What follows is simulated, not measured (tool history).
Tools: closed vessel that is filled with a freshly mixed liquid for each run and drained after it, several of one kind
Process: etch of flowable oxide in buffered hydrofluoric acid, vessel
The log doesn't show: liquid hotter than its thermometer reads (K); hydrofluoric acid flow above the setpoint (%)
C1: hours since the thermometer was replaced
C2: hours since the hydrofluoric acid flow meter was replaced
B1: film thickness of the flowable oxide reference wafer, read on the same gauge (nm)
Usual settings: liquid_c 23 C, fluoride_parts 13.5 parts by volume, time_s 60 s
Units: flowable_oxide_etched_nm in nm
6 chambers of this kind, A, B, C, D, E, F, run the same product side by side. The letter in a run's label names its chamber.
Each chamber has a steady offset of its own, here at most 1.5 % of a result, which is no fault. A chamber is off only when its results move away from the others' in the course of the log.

{"run": "1E", "hour": 7.5, "liquid_c": 23, "fluoride_parts": 13.5, "time_s": 60, "C1": 459.2, "C2": 99, "B1": 120.01, "flowable_oxide_etched_nm": 134.2}
{"run": "2B", "hour": 19.7, "liquid_c": 23, "fluoride_parts": 13.5, "time_s": 60, "C1": 1513.7, "C2": 822.7, "B1": 120.01, "flowable_oxide_etched_nm": 133.87}
{"hour": 21.1, "done": "chamber B: thermometer replaced"}
{"run": "3F", "hour": 27.1, "liquid_c": 23, "fluoride_parts": 13.5, "time_s": 60, "C1": 147.2, "C2": 336, "B1": 120.01, "flowable_oxide_etched_nm": 135.49}
{"run": "4C", "hour": 37.1, "liquid_c": 23, "fluoride_parts": 13.5, "time_s": 60, "C1": 251.9, "C2": 1805.3, "B1": 120, "flowable_oxide_etched_nm": 133.78}
{"hour": 50.9, "done": "chamber A: thermometer replaced"}
{"run": "5A", "hour": 51.3, "liquid_c": 27, "fluoride_parts": 13.5, "time_s": 60, "C1": 0.5, "C2": 427.5, "B1": 119.99, "flowable_oxide_etched_nm": 167.91}
{"run": "6D", "hour": 59.7, "liquid_c": 27, "fluoride_parts": 13.5, "time_s": 60, "C1": 522.8, "C2": 361.9, "B1": 119.99, "flowable_oxide_etched_nm": 171.18}
{"hour": 62.6, "done": "chamber A: hydrofluoric acid flow meter replaced"}
{"run": "7D", "hour": 68.5, "liquid_c": 27, "fluoride_parts": 13.5, "time_s": 60, "C1": 531.6, "C2": 370.7, "B1": 119.98, "flowable_oxide_etched_nm": 172.79}
{"run": "8E", "hour": 81.5, "liquid_c": 27, "fluoride_parts": 13.5, "time_s": 60, "C1": 533.2, "C2": 173, "B1": 119.99, "flowable_oxide_etched_nm": 167.43}
{"run": "9C", "hour": 94.3, "liquid_c": 27, "fluoride_parts": 13.5, "time_s": 60, "C1": 309.1, "C2": 1862.5, "B1": 119.99, "flowable_oxide_etched_nm": 169.82}
{"run": "10A", "hour": 102.3, "liquid_c": 27, "fluoride_parts": 13.5, "time_s": 60, "C1": 51.5, "C2": 39.8, "B1": 119.98, "flowable_oxide_etched_nm": 167.8}
{"run": "11B", "hour": 110.9, "liquid_c": 23, "fluoride_parts": 13.5, "time_s": 60, "C1": 89.8, "C2": 913.9, "B1": 120.03, "flowable_oxide_etched_nm": 135.08}
{"run": "12F", "hour": 121.7, "liquid_c": 21, "fluoride_parts": 13.5, "time_s": 60, "C1": 241.8, "C2": 430.6, "B1": 119.97, "flowable_oxide_etched_nm": 122.72}
{"run": "13A", "hour": 129.2, "liquid_c": 21, "fluoride_parts": 13.5, "time_s": 60, "C1": 78.4, "C2": 66.7, "B1": 120, "flowable_oxide_etched_nm": 120.44}
{"run": "14B", "hour": 139.8, "liquid_c": 21, "fluoride_parts": 13.5, "time_s": 60, "C1": 118.7, "C2": 942.8, "B1": 119.99, "flowable_oxide_etched_nm": 121.34}
{"run": "15F", "hour": 146.8, "liquid_c": 21, "fluoride_parts": 13.5, "time_s": 60, "C1": 266.9, "C2": 455.7, "B1": 119.99, "flowable_oxide_etched_nm": 122.55}
{"run": "16C", "hour": 157.0, "liquid_c": 21, "fluoride_parts": 13.5, "time_s": 60, "C1": 371.8, "C2": 1925.2, "B1": 119.99, "flowable_oxide_etched_nm": 121.92}
{"run": "17D", "hour": 168.4, "liquid_c": 21, "fluoride_parts": 13.5, "time_s": 60, "C1": 631.5, "C2": 470.6, "B1": 120.01, "flowable_oxide_etched_nm": 122.33}
{"run": "18E", "hour": 182.3, "liquid_c": 23, "fluoride_parts": 13.5, "time_s": 60, "C1": 634, "C2": 273.8, "B1": 120.01, "flowable_oxide_etched_nm": 135.17}
{"run": "19E", "hour": 189.5, "liquid_c": 23, "fluoride_parts": 13.5, "time_s": 60, "C1": 641.2, "C2": 281, "B1": 119.99, "flowable_oxide_etched_nm": 135.32}
{"run": "20C", "hour": 198.0, "liquid_c": 23, "fluoride_parts": 13.5, "time_s": 60, "C1": 412.8, "C2": 1966.2, "B1": 119.99, "flowable_oxide_etched_nm": 136.26}
{"run": "21B", "hour": 209.2, "liquid_c": 23, "fluoride_parts": 13.5, "time_s": 60, "C1": 188.1, "C2": 1012.2, "B1": 119.99, "flowable_oxide_etched_nm": 133.57}
{"run": "22A", "hour": 216.2, "liquid_c": 23, "fluoride_parts": 13.5, "time_s": 60, "C1": 165.4, "C2": 153.7, "B1": 120.01, "flowable_oxide_etched_nm": 134.96}
{"run": "23D", "hour": 226.0, "liquid_c": 23, "fluoride_parts": 13.5, "time_s": 60, "C1": 689.1, "C2": 528.2, "B1": 120.02, "flowable_oxide_etched_nm": 136.83}
{"run": "24F", "hour": 238.8, "liquid_c": 23, "fluoride_parts": 13.5, "time_s": 60, "C1": 358.9, "C2": 547.7, "B1": 119.97, "flowable_oxide_etched_nm": 137.23}
{"run": "25E", "hour": 251.1, "liquid_c": 23, "fluoride_parts": 13.5, "time_s": 60, "C1": 702.8, "C2": 342.6, "B1": 119.99, "flowable_oxide_etched_nm": 135.46}
{"run": "26C", "hour": 258.9, "liquid_c": 23, "fluoride_parts": 13.5, "time_s": 60, "C1": 473.7, "C2": 2027.1, "B1": 120.01, "flowable_oxide_etched_nm": 135.68}
{"run": "27A", "hour": 269.1, "liquid_c": 23, "fluoride_parts": 13.5, "time_s": 60, "C1": 218.3, "C2": 206.6, "B1": 119.99, "flowable_oxide_etched_nm": 136.08}
{"run": "28D", "hour": 279.3, "liquid_c": 23, "fluoride_parts": 13.5, "time_s": 60, "C1": 742.4, "C2": 581.5, "B1": 120.01, "flowable_oxide_etched_nm": 136.43}
{"run": "29B", "hour": 293.6, "liquid_c": 23, "fluoride_parts": 13.5, "time_s": 60, "C1": 272.5, "C2": 1096.6, "B1": 119.99, "flowable_oxide_etched_nm": 136.07}
{"run": "30F", "hour": 301.1, "liquid_c": 23, "fluoride_parts": 13.5, "time_s": 60, "C1": 421.2, "C2": 610, "B1": 120, "flowable_oxide_etched_nm": 136.48}
{"hour": 303.5, "done": "chamber E: thermometer replaced"}
{"run": "31D", "hour": 309.4, "liquid_c": 23, "fluoride_parts": 13.5, "time_s": 60, "C1": 772.5, "C2": 611.6, "B1": 120.01, "flowable_oxide_etched_nm": 137.65}
{"run": "32C", "hour": 316.9, "liquid_c": 23, "fluoride_parts": 13.5, "time_s": 60, "C1": 531.7, "C2": 2085.1, "B1": 120, "flowable_oxide_etched_nm": 136.43}
{"hour": 319.5, "done": "chamber F: hydrofluoric acid flow meter replaced"}
{"run": "33E", "hour": 325.1, "liquid_c": 23, "fluoride_parts": 13.5, "time_s": 60, "C1": 21.7, "C2": 416.6, "B1": 120.01, "flowable_oxide_etched_nm": 135.61}
{"run": "34B", "hour": 333.1, "liquid_c": 23, "fluoride_parts": 13.5, "time_s": 60, "C1": 312, "C2": 1136.1, "B1": 119.98, "flowable_oxide_etched_nm": 135.34}
{"run": "35A", "hour": 341.3, "liquid_c": 23, "fluoride_parts": 13.5, "time_s": 60, "C1": 290.5, "C2": 278.8, "B1": 120.02, "flowable_oxide_etched_nm": 135.75}
{"run": "36F", "hour": 355.0, "liquid_c": 23, "fluoride_parts": 13.5, "time_s": 60, "C1": 475.1, "C2": 35.5, "B1": 120.01, "flowable_oxide_etched_nm": 135.27}
{"run": "37A", "hour": 362.3, "liquid_c": 23, "fluoride_parts": 13.5, "time_s": 60, "C1": 311.5, "C2": 299.8, "B1": 119.99, "flowable_oxide_etched_nm": 135.65}
{"run": "38F", "hour": 368.9, "liquid_c": 23, "fluoride_parts": 13.5, "time_s": 60, "C1": 489, "C2": 49.4, "B1": 120.01, "flowable_oxide_etched_nm": 134.7}
{"run": "39B", "hour": 378.4, "liquid_c": 23, "fluoride_parts": 13.5, "time_s": 60, "C1": 357.3, "C2": 1181.4, "B1": 120.03, "flowable_oxide_etched_nm": 134.85}
{"run": "40E", "hour": 389.3, "liquid_c": 26, "fluoride_parts": 10.5, "time_s": 60, "C1": 85.9, "C2": 480.8, "B1": 120, "flowable_oxide_etched_nm": 203.16}
{"run": "41C", "hour": 402.9, "liquid_c": 26, "fluoride_parts": 10.5, "time_s": 60, "C1": 617.7, "C2": 2171.1, "B1": 119.98, "flowable_oxide_etched_nm": 204.96}

All 6 chambers run these settings next. Forecast each chamber's results:
{"run": "42A", "hour": 413.3, "liquid_c": 23, "fluoride_parts": 13.5, "time_s": 60, "flowable_oxide_etched_nm": "?"}
{"run": "42B", "hour": 413.3, "liquid_c": 23, "fluoride_parts": 13.5, "time_s": 60, "flowable_oxide_etched_nm": "?"}
{"run": "42C", "hour": 413.3, "liquid_c": 23, "fluoride_parts": 13.5, "time_s": 60, "flowable_oxide_etched_nm": "?"}
{"run": "42D", "hour": 413.3, "liquid_c": 23, "fluoride_parts": 13.5, "time_s": 60, "flowable_oxide_etched_nm": "?"}
{"run": "42E", "hour": 413.3, "liquid_c": 23, "fluoride_parts": 13.5, "time_s": 60, "flowable_oxide_etched_nm": "?"}
{"run": "42F", "hour": 413.3, "liquid_c": 23, "fluoride_parts": 13.5, "time_s": 60, "flowable_oxide_etched_nm": "?"}

run=42A flowable_oxide_etched_nm=134.17
run=42B flowable_oxide_etched_nm=135.33
run=42C flowable_oxide_etched_nm=136.35
run=42D flowable_oxide_etched_nm=136.4
run=42E flowable_oxide_etched_nm=133.72
run=42F flowable_oxide_etched_nm=134.73

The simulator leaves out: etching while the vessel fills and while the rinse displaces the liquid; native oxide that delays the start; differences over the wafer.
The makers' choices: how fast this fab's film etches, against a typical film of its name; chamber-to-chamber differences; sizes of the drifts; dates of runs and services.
